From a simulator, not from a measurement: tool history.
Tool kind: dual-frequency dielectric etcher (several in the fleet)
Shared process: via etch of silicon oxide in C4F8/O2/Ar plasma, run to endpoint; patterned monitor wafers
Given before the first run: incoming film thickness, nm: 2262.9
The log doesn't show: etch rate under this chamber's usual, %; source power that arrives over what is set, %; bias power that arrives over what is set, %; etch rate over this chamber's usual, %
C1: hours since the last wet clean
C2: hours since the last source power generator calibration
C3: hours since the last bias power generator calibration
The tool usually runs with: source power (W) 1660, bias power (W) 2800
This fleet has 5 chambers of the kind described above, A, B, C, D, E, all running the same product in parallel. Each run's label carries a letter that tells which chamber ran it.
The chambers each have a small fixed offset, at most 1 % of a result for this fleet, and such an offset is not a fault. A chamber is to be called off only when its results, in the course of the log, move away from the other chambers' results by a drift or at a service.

run 1C hour=4.9 | source_power_(W)=1660 bias_power_(W)=2800 | C1=401.3 C2=1497.7 C3=708.4 | endpoint_time_(s)=431.85
run 2B hour=11.4 | source_power_(W)=1660 bias_power_(W)=2800 | C1=94.0 C2=3033.2 C3=2474.7 | endpoint_time_(s)=429.47
run 3D hour=19.4 | source_power_(W)=1660 bias_power_(W)=2800 | C1=30.8 C2=1764.2 C3=3450.5 | endpoint_time_(s)=435.64
run 4A hour=27.6 | source_power_(W)=1660 bias_power_(W)=2800 | C1=319.3 C2=73.4 C3=968.9 | endpoint_time_(s)=435.14
run 5E hour=36.8 | source_power_(W)=1660 bias_power_(W)=2800 | C1=219.6 C2=2599.2 C3=3006.9 | endpoint_time_(s)=436.06
-- hour=38.4 chamber C: wet clean of the chamber
run 6A hour=45.7 | source_power_(W)=1660 bias_power_(W)=2800 | C1=337.4 C2=91.5 C3=987.0 | endpoint_time_(s)=433.30
-- hour=51.2 chamber D: bias power generator calibrated
run 7B hour=51.3 | source_power_(W)=1660 bias_power_(W)=2800 | C1=133.9 C2=3073.1 C3=2514.6 | endpoint_time_(s)=429.84
run 8E hour=56.2 | source_power_(W)=1660 bias_power_(W)=2800 | C1=239.0 C2=2618.6 C3=3026.3 | endpoint_time_(s)=435.94
run 9D hour=61.9 | source_power_(W)=1660 bias_power_(W)=2800 | C1=73.3 C2=1806.7 C3=10.8 | endpoint_time_(s)=433.44
run 10C hour=71.1 | source_power_(W)=1660 bias_power_(W)=2800 | C1=32.7 C2=1563.9 C3=774.6 | endpoint_time_(s)=432.97
-- hour=75.9 chamber A: wet clean of the chamber
run 11C hour=78.9 | source_power_(W)=1490 bias_power_(W)=2800 | C1=40.5 C2=1571.7 C3=782.4 | endpoint_time_(s)=449.80
run 12E hour=83.7 | source_power_(W)=1490 bias_power_(W)=2800 | C1=266.5 C2=2646.1 C3=3053.8 | endpoint_time_(s)=454.45
run 13A hour=92.6 | source_power_(W)=1490 bias_power_(W)=2800 | C1=16.8 C2=138.4 C3=1033.9 | endpoint_time_(s)=449.54
run 14D hour=99.4 | source_power_(W)=1490 bias_power_(W)=2800 | C1=110.8 C2=1844.2 C3=48.3 | endpoint_time_(s)=450.83
run 15B hour=104.4 | source_power_(W)=1490 bias_power_(W)=2800 | C1=187.0 C2=3126.2 C3=2567.7 | endpoint_time_(s)=447.26
run 16B hour=111.9 | source_power_(W)=1660 bias_power_(W)=2800 | C1=194.5 C2=3133.7 C3=2575.2 | endpoint_time_(s)=429.95
run 17E hour=117.8 | source_power_(W)=1660 bias_power_(W)=2800 | C1=300.6 C2=2680.2 C3=3087.9 | endpoint_time_(s)=436.88
run 18A hour=122.6 | source_power_(W)=1660 bias_power_(W)=2800 | C1=46.8 C2=168.4 C3=1063.9 | endpoint_time_(s)=434.63
run 19D hour=132.2 | source_power_(W)=1660 bias_power_(W)=2800 | C1=143.6 C2=1877.0 C3=81.1 | endpoint_time_(s)=433.15
run 20C hour=140.6 | source_power_(W)=1790 bias_power_(W)=2154 | C1=102.2 C2=1633.4 C3=844.1 | endpoint_time_(s)=456.50
run 21B hour=148.1 | source_power_(W)=1790 bias_power_(W)=2154 | C1=230.7 C2=3169.9 C3=2611.4 | endpoint_time_(s)=453.19
run 22E hour=153.3 | source_power_(W)=1790 bias_power_(W)=2154 | C1=336.1 C2=2715.7 C3=3123.4 | endpoint_time_(s)=460.29
run 23A hour=162.1 | source_power_(W)=1790 bias_power_(W)=2154 | C1=86.3 C2=207.9 C3=1103.4 | endpoint_time_(s)=453.65
run 24C hour=171.0 | source_power_(W)=1790 bias_power_(W)=2154 | C1=132.6 C2=1663.8 C3=874.5 | endpoint_time_(s)=455.78
run 25D hour=179.8 | source_power_(W)=1660 bias_power_(W)=2800 | C1=191.2 C2=1924.6 C3=128.7 | endpoint_time_(s)=433.82
run 26A hour=185.1 | source_power_(W)=1660 bias_power_(W)=2800 | C1=109.3 C2=230.9 C3=1126.4 | endpoint_time_(s)=432.60
run 27D hour=191.2 | source_power_(W)=1460 bias_power_(W)=3379 | C1=202.6 C2=1936.0 C3=140.1 | endpoint_time_(s)=427.54
run 28C hour=201.3 | source_power_(W)=1460 bias_power_(W)=3379 | C1=162.9 C2=1694.1 C3=904.8 | endpoint_time_(s)=425.47
run 29B hour=206.6 | source_power_(W)=1460 bias_power_(W)=3379 | C1=289.2 C2=3228.4 C3=2669.9 | endpoint_time_(s)=428.79
run 30E hour=216.1 | source_power_(W)=1460 bias_power_(W)=3379 | C1=398.9 C2=2778.5 C3=3186.2 | endpoint_time_(s)=436.51
run 31C hour=223.8 | source_power_(W)=1460 bias_power_(W)=3379 | C1=185.4 C2=1716.6 C3=927.3 | endpoint_time_(s)=426.54
run 32E hour=232.7 | source_power_(W)=1340 bias_power_(W)=3181 | C1=415.5 C2=2795.1 C3=3202.8 | endpoint_time_(s)=459.67

Is one chamber out of step, is the gauge drifting, or do the chambers differ by no more than their own small offsets? For an off chamber, give its letter and the likeliest cause.

Little by little, chamber E moves away from the other chambers.
Likeliest cause: etch rate under this chamber's usual, % = 2.26.
The log may not separate it from: source power that arrives under what is set, %.

Below are 4 candidate recipes for chamber E's next run, each the usual settings with a change, their results shown as question marks. Which of them brings E's results back in line with what the other chambers give on the usual settings?
A result is in line if it is within this distance of the other chambers' mean on the usual settings: endpoint time (s) 4.70
run 33E-1 hour=240.4 | source_power_(W)=1590 bias_power_(W)=2711 | endpoint_time_(s)=?
run 33E-2 hour=240.4 | source_power_(W)=1680 bias_power_(W)=2821 | endpoint_time_(s)=?
run 33E-3 hour=240.4 | source_power_(W)=1640 bias_power_(W)=2779 | endpoint_time_(s)=?
run 33E-4 hour=240.4 | source_power_(W)=1660 bias_power_(W)=3026 | endpoint_time_(s)=?

What the other chambers average on the usual settings: endpoint time (s) 432.44
run=33E-1 endpoint_time_(s)=455.46
run=33E-2 endpoint_time_(s)=440.32
run=33E-3 endpoint_time_(s)=446.55
run=33E-4 endpoint_time_(s)=432.60
33E-4 brings the chamber back in line.
